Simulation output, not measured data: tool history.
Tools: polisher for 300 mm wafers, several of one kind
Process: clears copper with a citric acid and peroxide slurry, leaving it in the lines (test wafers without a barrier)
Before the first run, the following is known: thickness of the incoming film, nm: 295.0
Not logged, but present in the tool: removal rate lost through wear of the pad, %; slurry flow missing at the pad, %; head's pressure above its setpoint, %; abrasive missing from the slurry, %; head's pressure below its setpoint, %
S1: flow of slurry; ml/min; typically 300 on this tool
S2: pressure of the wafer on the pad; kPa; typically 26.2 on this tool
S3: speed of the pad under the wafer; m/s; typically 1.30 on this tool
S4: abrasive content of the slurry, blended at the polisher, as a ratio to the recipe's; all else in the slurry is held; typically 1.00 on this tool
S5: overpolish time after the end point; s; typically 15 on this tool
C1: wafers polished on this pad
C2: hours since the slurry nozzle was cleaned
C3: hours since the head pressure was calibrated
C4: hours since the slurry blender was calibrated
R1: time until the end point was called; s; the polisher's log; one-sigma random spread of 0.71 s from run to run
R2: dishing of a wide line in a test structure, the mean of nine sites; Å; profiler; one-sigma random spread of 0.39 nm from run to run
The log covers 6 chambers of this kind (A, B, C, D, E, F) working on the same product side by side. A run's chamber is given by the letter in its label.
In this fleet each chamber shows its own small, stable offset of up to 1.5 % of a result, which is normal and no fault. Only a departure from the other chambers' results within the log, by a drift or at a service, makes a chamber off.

| run | hour | S1 | S2 | S3 | S4 | S5 | C1 | C2 | C3 | C4 | R1 | R2 |
|---|---|---|---|---|---|---|---|---|---|---|---|---|
|  | 4.7 | chamber F: slurry nozzle cleaned |
| 1C | 13.7 | 300 | 26.2 | 1.30 | 1.00 | 15 | 945 | 73.4 | 564.9 | 36.9 | 80.588 | 169.35 |
|  | 13.8 | chamber C: worn pad replaced by a new one |
|  | 21.1 | chamber A: slurry blender recalibrated |
| 2B | 23.0 | 300 | 26.2 | 1.30 | 1.00 | 15 | 352 | 286.8 | 236.0 | 259.5 | 81.391 | 170.21 |
|  | 30.9 | chamber D: worn pad replaced by a new one |
| 3D | 32.6 | 300 | 26.2 | 1.30 | 1.00 | 15 | 19 | 248.8 | 438.1 | 152.1 | 78.463 | 172.54 |
| 4E | 42.8 | 300 | 26.2 | 1.30 | 1.00 | 15 | 1037 | 147.6 | 419.2 | 182.9 | 78.852 | 174.30 |
|  | 43.7 | chamber F: worn pad replaced by a new one |
|  | 45.2 | chamber E: worn pad replaced by a new one |
| 5F | 53.8 | 300 | 26.2 | 1.30 | 1.00 | 15 | 117 | 49.1 | 903.8 | 275.6 | 81.080 | 177.17 |
| 6A | 63.9 | 300 | 26.2 | 1.08 | 1.00 | 20 | 845 | 232.2 | 648.9 | 42.8 | 97.533 | 168.06 |
|  | 68.8 | chamber A: worn pad replaced by a new one |
|  | 72.0 | chamber E: slurry blender recalibrated |
| 7D | 78.2 | 300 | 26.2 | 1.08 | 1.00 | 20 | 547 | 294.4 | 483.7 | 197.7 | 95.528 | 168.02 |
|  | 83.1 | chamber F: slurry blender recalibrated |
| 8F | 90.7 | 300 | 26.2 | 1.08 | 1.00 | 20 | 543 | 86.0 | 940.7 | 7.7 | 95.506 | 181.32 |
|  | 96.8 | chamber D: worn pad replaced by a new one |
| 9B | 98.6 | 300 | 26.2 | 1.08 | 1.00 | 20 | 1226 | 362.4 | 311.6 | 335.1 | 97.510 | 175.64 |
|  | 100.6 | chamber C: worn pad replaced by a new one |
|  | 104.2 | chamber C: head pressure recalibrated |
|  | 105.0 | chamber B: worn pad replaced by a new one |
| 10C | 109.6 | 300 | 26.2 | 1.08 | 1.00 | 20 | 105 | 169.3 | 5.4 | 132.8 | 94.965 | 175.41 |
|  | 122.5 | chamber A: slurry nozzle cleaned |
| 11A | 124.4 | 300 | 26.2 | 1.08 | 1.00 | 20 | 643 | 1.9 | 709.4 | 103.3 | 96.212 | 172.93 |
|  | 127.9 | chamber F: worn pad replaced by a new one |
|  | 135.1 | chamber B: slurry blender recalibrated |
| 12E | 136.5 | 300 | 26.2 | 1.30 | 1.00 | 15 | 1055 | 241.3 | 512.9 | 64.5 | 78.186 | 169.32 |
|  | 144.2 | chamber E: worn pad replaced by a new one |
| 13C | 146.4 | 300 | 26.2 | 1.30 | 1.00 | 15 | 530 | 206.1 | 42.2 | 169.6 | 78.716 | 166.56 |
| 14E | 153.7 | 300 | 26.2 | 1.30 | 1.00 | 15 | 110 | 258.5 | 530.1 | 81.7 | 79.266 | 168.94 |
|  | 156.0 | chamber A: worn pad replaced by a new one |
|  | 166.3 | chamber D: worn pad replaced by a new one |
| 15F | 168.7 | 300 | 26.2 | 1.30 | 1.00 | 15 | 472 | 164.0 | 1018.7 | 85.7 | 80.650 | 173.56 |
|  | 170.8 | chamber D: slurry nozzle cleaned |
|  | 172.6 | chamber C: worn pad replaced by a new one |
| 16D | 177.1 | 300 | 26.2 | 1.30 | 1.00 | 15 | 125 | 6.3 | 582.6 | 296.6 | 75.514 | 174.93 |
| 17B | 184.4 | 300 | 26.2 | 1.30 | 1.00 | 15 | 918 | 448.2 | 397.4 | 49.3 | 81.804 | 174.07 |
|  | 190.7 | chamber F: head pressure recalibrated |
|  | 194.5 | chamber F: worn pad replaced by a new one |
| 18A | 194.7 | 300 | 17.9 | 1.56 | 1.00 | 15 | 447 | 72.2 | 779.7 | 173.6 | 97.801 | 161.18 |
| 19B | 208.1 | 300 | 17.9 | 1.56 | 1.00 | 15 | 1192 | 471.9 | 421.1 | 73.0 | 98.451 | 159.27 |
|  | 216.2 | chamber B: worn pad replaced by a new one |
| 20C | 217.1 | 300 | 17.9 | 1.56 | 1.00 | 15 | 515 | 276.8 | 112.9 | 240.3 | 97.040 | 163.37 |
| 21A | 230.1 | 300 | 17.9 | 1.56 | 1.00 | 15 | 856 | 107.6 | 815.1 | 209.0 | 98.938 | 154.30 |
|  | 233.2 | chamber A: worn pad replaced by a new one |
|  | 233.7 | chamber E: worn pad replaced by a new one |
|  | 240.3 | chamber A: slurry blender recalibrated |
| 22E | 244.0 | 300 | 17.9 | 1.56 | 1.00 | 15 | 119 | 348.8 | 620.4 | 172.0 | 96.713 | 158.25 |
|  | 244.9 | chamber D: slurry blender recalibrated |
|  | 246.0 | chamber C: worn pad replaced by a new one |
|  | 252.3 | chamber D: worn pad replaced by a new one |
| 23D | 252.8 | 300 | 17.9 | 1.56 | 1.00 | 15 | 6 | 82.0 | 658.3 | 7.9 | 89.140 | 163.38 |
|  | 259.9 | chamber B: head pressure recalibrated |
| 24F | 260.2 | 300 | 26.2 | 0.96 | 1.25 | 15 | 759 | 255.5 | 69.6 | 177.2 | 103.200 | 150.14 |
|  | 264.9 | chamber F: worn pad replaced by a new one |
| 25F | 271.0 | 300 | 26.2 | 0.96 | 1.25 | 15 | 71 | 266.3 | 80.4 | 188.0 | 103.940 | 160.86 |
| 26C | 278.5 | 300 | 26.2 | 0.96 | 1.25 | 15 | 376 | 338.2 | 174.3 | 301.7 | 99.851 | 153.89 |
|  | 279.5 | chamber C: slurry blender recalibrated |
| 27A | 291.9 | 300 | 26.2 | 0.96 | 1.25 | 15 | 678 | 169.4 | 876.9 | 51.6 | 104.350 | 152.96 |
| 28B | 302.9 | 300 | 26.2 | 0.96 | 1.25 | 15 | 1002 | 566.7 | 43.0 | 167.8 | 103.120 | 155.19 |
|  | 311.5 | chamber B: worn pad replaced by a new one |
|  | 316.1 | chamber E: slurry blender recalibrated |
| 29D | 316.9 | 300 | 26.2 | 0.96 | 1.25 | 15 | 747 | 146.1 | 722.4 | 72.0 | 95.883 | 163.64 |
|  | 317.3 | chamber E: worn pad replaced by a new one |
|  | 322.5 | chamber A: worn pad replaced by a new one |
| 30E | 327.8 | 300 | 26.2 | 1.72 | 1.20 | 15 | 121 | 432.6 | 704.2 | 11.8 | 56.949 | 175.66 |
|  | 328.7 | chamber C: worn pad replaced by a new one |
| 31C | 335.1 | 300 | 26.2 | 1.72 | 1.20 | 15 | 74 | 394.8 | 230.9 | 55.7 | 58.675 | 180.34 |
|  | 336.0 | chamber F: worn pad replaced by a new one |
|  | 336.0 | chamber D: worn pad replaced by a new one |
| 32F | 342.0 | 300 | 26.2 | 1.72 | 1.20 | 15 | 69 | 337.3 | 151.4 | 259.0 | 59.348 | 178.84 |
| 33D | 350.9 | 300 | 26.2 | 1.72 | 1.20 | 15 | 172 | 180.1 | 756.4 | 106.0 | 52.361 | 186.65 |
| 34B | 362.9 | 300 | 26.2 | 1.72 | 1.20 | 15 | 595 | 626.7 | 103.0 | 227.8 | 59.085 | 178.75 |
| 35E | 376.4 | 300 | 26.2 | 1.72 | 1.20 | 15 | 683 | 481.2 | 752.8 | 60.4 | 57.873 | 184.07 |
| 36A | 384.3 | 300 | 26.2 | 1.30 | 1.00 | 15 | 715 | 261.8 | 969.3 | 144.0 | 80.880 | 165.13 |

Has any chamber moved away from the others, gradually or after a service, or does the common gauge drift, or do the chambers differ only by their own small steady offsets? State the chamber and the most likely cause if one applies.

One chamber, D, drifts off from the rest bit by bit.
What lies behind it: head's pressure above its setpoint, % = 11.7.

Which of the 4 candidates below, each the usual settings with something changed and its results left as question marks, puts chamber D back in line with what the other chambers give on the usual settings?
Allowed miss from the other chambers' usual-settings mean, per result, to count as in line: R1 2.500 s; R2 14.00 Å
| 37D-1 | 395.1 | 300 | 27.6 | 1.38 | 1.00 | 15 |  |  |  |  | ? | ? |
| 37D-2 | 395.1 | 300 | 25.5 | 1.26 | 1.00 | 15 |  |  |  |  | ? | ? |
| 37D-3 | 395.1 | 300 | 26.9 | 1.34 | 1.00 | 15 |  |  |  |  | ? | ? |
| 37D-4 | 395.1 | 300 | 24.8 | 1.22 | 1.00 | 15 |  |  |  |  | ? | ? |

Average result of the remaining chambers running the usual settings: R1 80.219 s; R2 170.19 Å
| run | R1 | R2 |
|---|---|---|
| 37D-1 | 64.142 | 181.21 |
| 37D-2 | 75.737 | 175.35 |
| 37D-3 | 67.693 | 179.48 |
| 37D-4 | 80.306 | 172.90 |
37D-4 puts the chamber back in line with the other chambers.
